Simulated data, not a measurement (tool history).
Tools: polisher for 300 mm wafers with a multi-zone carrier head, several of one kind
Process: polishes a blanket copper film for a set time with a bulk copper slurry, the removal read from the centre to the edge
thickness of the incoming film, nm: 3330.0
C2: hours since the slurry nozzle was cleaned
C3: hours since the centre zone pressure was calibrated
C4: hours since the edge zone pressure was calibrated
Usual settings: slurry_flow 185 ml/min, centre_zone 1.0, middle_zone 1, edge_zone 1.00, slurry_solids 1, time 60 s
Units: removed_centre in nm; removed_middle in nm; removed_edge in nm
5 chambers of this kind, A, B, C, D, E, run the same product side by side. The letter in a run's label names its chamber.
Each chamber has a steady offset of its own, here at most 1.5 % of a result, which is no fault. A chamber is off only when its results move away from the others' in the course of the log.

{"run": "1B", "hour": 8.9, "slurry_flow": 185, "centre_zone": 1.0, "middle_zone": 1, "edge_zone": 1.0, "slurry_solids": 1, "time": 60, "wafers polished on this pad": 1076, "C2": 208.0, "C3": 313.1, "C4": 569.2, "removed_centre": 647.87, "removed_middle": 638.48, "removed_edge": 621.42}
{"run": "2D", "hour": 14.2, "slurry_flow": 185, "centre_zone": 1.0, "middle_zone": 1, "edge_zone": 1.0, "slurry_solids": 1, "time": 60, "wafers polished on this pad": 263, "C2": 184.8, "C3": 1086.8, "C4": 528.9, "removed_centre": 651.34, "removed_middle": 632.5, "removed_edge": 649.62}
{"hour": 14.4, "done": "chamber B: worn pad replaced by a new one"}
{"hour": 22.9, "done": "chamber B: edge zone pressure recalibrated"}
{"run": "3E", "hour": 24.7, "slurry_flow": 185, "centre_zone": 1.0, "middle_zone": 1, "edge_zone": 1.0, "slurry_solids": 1, "time": 60, "wafers polished on this pad": 450, "C2": 689.1, "C3": 339.4, "C4": 442.9, "removed_centre": 632.6, "removed_middle": 627.54, "removed_edge": 646.87}
{"run": "4A", "hour": 29.7, "slurry_flow": 185, "centre_zone": 1.0, "middle_zone": 1, "edge_zone": 1.0, "slurry_solids": 1, "time": 60, "wafers polished on this pad": 668, "C2": 462.1, "C3": 579.2, "C4": 510.6, "removed_centre": 642.94, "removed_middle": 651.47, "removed_edge": 652.5}
{"run": "5C", "hour": 38.3, "slurry_flow": 185, "centre_zone": 1.0, "middle_zone": 1, "edge_zone": 1.0, "slurry_solids": 1, "time": 60, "wafers polished on this pad": 544, "C2": 542.8, "C3": 902.7, "C4": 535.9, "removed_centre": 645.81, "removed_middle": 651.57, "removed_edge": 647.2}
{"run": "6B", "hour": 47.0, "slurry_flow": 185, "centre_zone": 1.0, "middle_zone": 1, "edge_zone": 1.0, "slurry_solids": 1, "time": 60, "wafers polished on this pad": 422, "C2": 246.1, "C3": 351.2, "C4": 24.1, "removed_centre": 641.89, "removed_middle": 643.46, "removed_edge": 638.9}
{"hour": 48.3, "done": "chamber D: worn pad replaced by a new one"}
{"hour": 49.1, "done": "chamber A: worn pad replaced by a new one"}
{"run": "7E", "hour": 52.3, "slurry_flow": 185, "centre_zone": 1.0, "middle_zone": 1, "edge_zone": 1.0, "slurry_solids": 1, "time": 60, "wafers polished on this pad": 808, "C2": 716.7, "C3": 367.0, "C4": 470.5, "removed_centre": 634.02, "removed_middle": 635.71, "removed_edge": 648.02}
{"hour": 54.5, "done": "chamber C: worn pad replaced by a new one"}
{"hour": 60.3, "done": "chamber C: edge zone pressure recalibrated"}
{"hour": 61.4, "done": "chamber E: worn pad replaced by a new one"}
{"hour": 62.0, "done": "chamber A: centre zone pressure recalibrated"}
{"run": "8D", "hour": 62.8, "slurry_flow": 185, "centre_zone": 1.0, "middle_zone": 1, "edge_zone": 1.0, "slurry_solids": 1, "time": 60, "wafers polished on this pad": 188, "C2": 233.4, "C3": 1135.4, "C4": 577.5, "removed_centre": 654.87, "removed_middle": 632.73, "removed_edge": 658.2}
{"run": "9C", "hour": 70.0, "slurry_flow": 185, "centre_zone": 1.0, "middle_zone": 1, "edge_zone": 1.0, "slurry_solids": 1, "time": 60, "wafers polished on this pad": 202, "C2": 574.5, "C3": 934.4, "C4": 9.7, "removed_centre": 632.06, "removed_middle": 637.02, "removed_edge": 631.67}
{"run": "10A", "hour": 78.4, "slurry_flow": 185, "centre_zone": 0.9, "middle_zone": 1, "edge_zone": 0.94, "slurry_solids": 1, "time": 60, "wafers polished on this pad": 380, "C2": 510.8, "C3": 16.5, "C4": 559.3, "removed_centre": 582.85, "removed_middle": 662.0, "removed_edge": 603.97}
{"hour": 81.5, "done": "chamber D: slurry nozzle cleaned"}
{"run": "11C", "hour": 88.2, "slurry_flow": 185, "centre_zone": 0.9, "middle_zone": 1, "edge_zone": 0.94, "slurry_solids": 1, "time": 60, "wafers polished on this pad": 438, "C2": 592.7, "C3": 952.6, "C4": 27.9, "removed_centre": 578.77, "removed_middle": 652.13, "removed_edge": 638.93}
{"run": "12D", "hour": 94.7, "slurry_flow": 185, "centre_zone": 0.9, "middle_zone": 1, "edge_zone": 0.94, "slurry_solids": 1, "time": 60, "wafers polished on this pad": 602, "C2": 13.3, "C3": 1167.3, "C4": 609.4, "removed_centre": 591.97, "removed_middle": 646.19, "removed_edge": 641.34}
{"hour": 98.7, "done": "chamber D: worn pad replaced by a new one"}
{"run": "13B", "hour": 100.4, "slurry_flow": 185, "centre_zone": 0.9, "middle_zone": 1, "edge_zone": 0.94, "slurry_solids": 1, "time": 60, "wafers polished on this pad": 1115, "C2": 299.5, "C3": 404.6, "C4": 77.5, "removed_centre": 581.34, "removed_middle": 646.3, "removed_edge": 614.51}
{"hour": 104.9, "done": "chamber B: slurry nozzle cleaned"}
{"hour": 106.2, "done": "chamber B: worn pad replaced by a new one"}
{"hour": 106.5, "done": "chamber A: worn pad replaced by a new one"}
{"run": "14A", "hour": 110.6, "slurry_flow": 185, "centre_zone": 0.9, "middle_zone": 1, "edge_zone": 0.94, "slurry_solids": 1, "time": 60, "wafers polished on this pad": 54, "C2": 543.0, "C3": 48.7, "C4": 591.5, "removed_centre": 576.38, "removed_middle": 649.67, "removed_edge": 629.99}
{"hour": 115.1, "done": "chamber C: worn pad replaced by a new one"}
{"run": "15E", "hour": 117.9, "slurry_flow": 220, "centre_zone": 1.0, "middle_zone": 1, "edge_zone": 1.0, "slurry_solids": 1, "time": 46, "wafers polished on this pad": 733, "C2": 782.3, "C3": 432.6, "C4": 536.1, "removed_centre": 488.62, "removed_middle": 501.6, "removed_edge": 501.97}
{"hour": 123.0, "done": "chamber E: slurry nozzle cleaned"}
{"run": "16A", "hour": 128.7, "slurry_flow": 220, "centre_zone": 1.0, "middle_zone": 1, "edge_zone": 1.0, "slurry_solids": 1, "time": 46, "wafers polished on this pad": 289, "C2": 561.1, "C3": 66.8, "C4": 609.6, "removed_centre": 502.31, "removed_middle": 510.9, "removed_edge": 499.38}
{"run": "17E", "hour": 135.1, "slurry_flow": 220, "centre_zone": 1.0, "middle_zone": 1, "edge_zone": 1.0, "slurry_solids": 1, "time": 46, "wafers polished on this pad": 956, "C2": 12.2, "C3": 449.8, "C4": 553.3, "removed_centre": 489.08, "removed_middle": 496.06, "removed_edge": 505.5}
{"hour": 140.2, "done": "chamber E: worn pad replaced by a new one"}
{"run": "18C", "hour": 145.2, "slurry_flow": 220, "centre_zone": 1.0, "middle_zone": 1, "edge_zone": 1.0, "slurry_solids": 1, "time": 46, "wafers polished on this pad": 391, "C2": 649.7, "C3": 1009.6, "C4": 84.9, "removed_centre": 500.69, "removed_middle": 501.0, "removed_edge": 502.27}
{"hour": 150.5, "done": "chamber D: worn pad replaced by a new one"}
{"run": "19D", "hour": 154.3, "slurry_flow": 220, "centre_zone": 1.0, "middle_zone": 1, "edge_zone": 1.0, "slurry_solids": 1, "time": 46, "wafers polished on this pad": 50, "C2": 72.9, "C3": 1226.9, "C4": 669.0, "removed_centre": 493.39, "removed_middle": 494.55, "removed_edge": 500.62}
{"run": "20B", "hour": 163.8, "slurry_flow": 185, "centre_zone": 1.0, "middle_zone": 1, "edge_zone": 1.0, "slurry_solids": 1, "time": 60, "wafers polished on this pad": 747, "C2": 59.0, "C3": 468.0, "C4": 140.9, "removed_centre": 653.69, "removed_middle": 644.41, "removed_edge": 652.4}
{"hour": 169.1, "done": "chamber D: edge zone pressure recalibrated"}
{"run": "21D", "hour": 169.1, "slurry_flow": 185, "centre_zone": 1.0, "middle_zone": 1, "edge_zone": 1.0, "slurry_solids": 1, "time": 60, "wafers polished on this pad": 242, "C2": 87.7, "C3": 1241.7, "C4": 0.0, "removed_centre": 650.05, "removed_middle": 654.55, "removed_edge": 630.27}
{"hour": 169.7, "done": "chamber C: centre zone pressure recalibrated"}
{"hour": 172.0, "done": "chamber D: centre zone pressure recalibrated"}
{"run": "22B", "hour": 175.6, "slurry_flow": 185, "centre_zone": 1.0, "middle_zone": 1, "edge_zone": 1.0, "slurry_solids": 1, "time": 60, "wafers polished on this pad": 900, "C2": 70.8, "C3": 479.8, "C4": 152.7, "removed_centre": 648.83, "removed_middle": 645.39, "removed_edge": 625.93}
{"hour": 179.6, "done": "chamber A: worn pad replaced by a new one"}
{"hour": 180.9, "done": "chamber B: worn pad replaced by a new one"}
{"run": "23A", "hour": 183.2, "slurry_flow": 185, "centre_zone": 1.0, "middle_zone": 1, "edge_zone": 1.0, "slurry_solids": 1, "time": 60, "wafers polished on this pad": 46, "C2": 615.6, "C3": 121.3, "C4": 664.1, "removed_centre": 637.47, "removed_middle": 646.52, "removed_edge": 633.27}
{"hour": 189.3, "done": "chamber C: worn pad replaced by a new one"}
{"run": "24E", "hour": 191.0, "slurry_flow": 185, "centre_zone": 1.0, "middle_zone": 1, "edge_zone": 1.0, "slurry_solids": 1, "time": 60, "wafers polished on this pad": 659, "C2": 68.1, "C3": 505.7, "C4": 609.2, "removed_centre": 632.01, "removed_middle": 635.26, "removed_edge": 639.43}
{"hour": 197.2, "done": "chamber B: centre zone pressure recalibrated"}
{"run": "25C", "hour": 199.8, "slurry_flow": 185, "centre_zone": 1.0, "middle_zone": 1, "edge_zone": 1.0, "slurry_solids": 1, "time": 60, "wafers polished on this pad": 137, "C2": 704.3, "C3": 30.1, "C4": 139.5, "removed_centre": 639.9, "removed_middle": 642.5, "removed_edge": 630.3}
{"hour": 207.3, "done": "chamber E: worn pad replaced by a new one"}
{"run": "26D", "hour": 208.3, "slurry_flow": 185, "centre_zone": 1.0, "middle_zone": 1, "edge_zone": 1.0, "slurry_solids": 1, "time": 60, "wafers polished on this pad": 750, "C2": 126.9, "C3": 36.4, "C4": 39.2, "removed_centre": 634.54, "removed_middle": 635.39, "removed_edge": 650.95}
{"hour": 210.6, "done": "chamber D: worn pad replaced by a new one"}
{"run": "27C", "hour": 218.9, "slurry_flow": 185, "centre_zone": 1.0, "middle_zone": 1, "edge_zone": 1.0, "slurry_solids": 1, "time": 60, "wafers polished on this pad": 384, "C2": 723.4, "C3": 49.2, "C4": 158.6, "removed_centre": 647.19, "removed_middle": 649.84, "removed_edge": 654.55}
{"run": "28A", "hour": 227.3, "slurry_flow": 185, "centre_zone": 1.0, "middle_zone": 1, "edge_zone": 1.0, "slurry_solids": 1, "time": 60, "wafers polished on this pad": 618, "C2": 659.7, "C3": 165.4, "C4": 708.2, "removed_centre": 635.55, "removed_middle": 652.07, "removed_edge": 645.72}
{"run": "29E", "hour": 236.2, "slurry_flow": 185, "centre_zone": 1.0, "middle_zone": 1, "edge_zone": 1.0, "slurry_solids": 1, "time": 60, "wafers polished on this pad": 376, "C2": 113.3, "C3": 550.9, "C4": 654.4, "removed_centre": 628.86, "removed_middle": 643.98, "removed_edge": 637.43}
{"run": "30B", "hour": 243.1, "slurry_flow": 185, "centre_zone": 1.0, "middle_zone": 1, "edge_zone": 1.0, "slurry_solids": 1, "time": 60, "wafers polished on this pad": 807, "C2": 138.3, "C3": 45.9, "C4": 220.2, "removed_centre": 644.47, "removed_middle": 646.76, "removed_edge": 635.54}
{"run": "31B", "hour": 248.7, "slurry_flow": 185, "centre_zone": 1.0, "middle_zone": 1, "edge_zone": 1.0, "slurry_solids": 1, "time": 60, "wafers polished on this pad": 880, "C2": 143.9, "C3": 51.5, "C4": 225.8, "removed_centre": 646.25, "removed_middle": 652.62, "removed_edge": 641.0}
{"hour": 251.3, "done": "chamber A: worn pad replaced by a new one"}
{"run": "32A", "hour": 254.2, "slurry_flow": 185, "centre_zone": 1.0, "middle_zone": 1, "edge_zone": 1.0, "slurry_solids": 1, "time": 60, "wafers polished on this pad": 38, "C2": 686.6, "C3": 192.3, "C4": 735.1, "removed_centre": 648.92, "removed_middle": 647.34, "removed_edge": 647.74}
{"hour": 256.3, "done": "chamber C: worn pad replaced by a new one"}
{"run": "33D", "hour": 259.6, "slurry_flow": 185, "centre_zone": 1.0, "middle_zone": 1, "edge_zone": 1.0, "slurry_solids": 1, "time": 60, "wafers polished on this pad": 636, "C2": 178.2, "C3": 87.7, "C4": 90.5, "removed_centre": 658.8, "removed_middle": 639.79, "removed_edge": 632.68}
{"run": "34C", "hour": 266.8, "slurry_flow": 185, "centre_zone": 1.0, "middle_zone": 1, "edge_zone": 1.0, "slurry_solids": 1, "time": 60, "wafers polished on this pad": 137, "C2": 771.3, "C3": 97.1, "C4": 206.5, "removed_centre": 663.25, "removed_middle": 647.76, "removed_edge": 644.16}
{"hour": 269.2, "done": "chamber B: worn pad replaced by a new one"}
{"hour": 276.7, "done": "chamber E: worn pad replaced by a new one"}
{"hour": 277.4, "done": "chamber C: slurry nozzle cleaned"}
{"run": "35E", "hour": 278.1, "slurry_flow": 150, "centre_zone": 1.0, "middle_zone": 1, "edge_zone": 1.0, "slurry_solids": 1, "time": 60, "wafers polished on this pad": 18, "C2": 155.2, "C3": 592.8, "C4": 696.3, "removed_centre": 606.05, "removed_middle": 615.94, "removed_edge": 630.85}
{"run": "36B", "hour": 284.0, "slurry_flow": 150, "centre_zone": 1.0, "middle_zone": 1, "edge_zone": 1.0, "slurry_solids": 1, "time": 60, "wafers polished on this pad": 192, "C2": 179.2, "C3": 86.8, "C4": 261.1, "removed_centre": 602.84, "removed_middle": 620.17, "removed_edge": 624.87}
{"run": "37C", "hour": 291.9, "slurry_flow": 150, "centre_zone": 1.0, "middle_zone": 1, "edge_zone": 1.0, "slurry_solids": 1, "time": 60, "wafers polished on this pad": 462, "C2": 14.5, "C3": 122.2, "C4": 231.6, "removed_centre": 614.2, "removed_middle": 624.43, "removed_edge": 626.4}

What goes on in this fleet: one chamber off, a drifting gauge, or nothing beyond the chambers' own small offsets? Name the chamber and the cause, if any.

No chamber stands off beyond its own small offset, and the gauge holds steady.
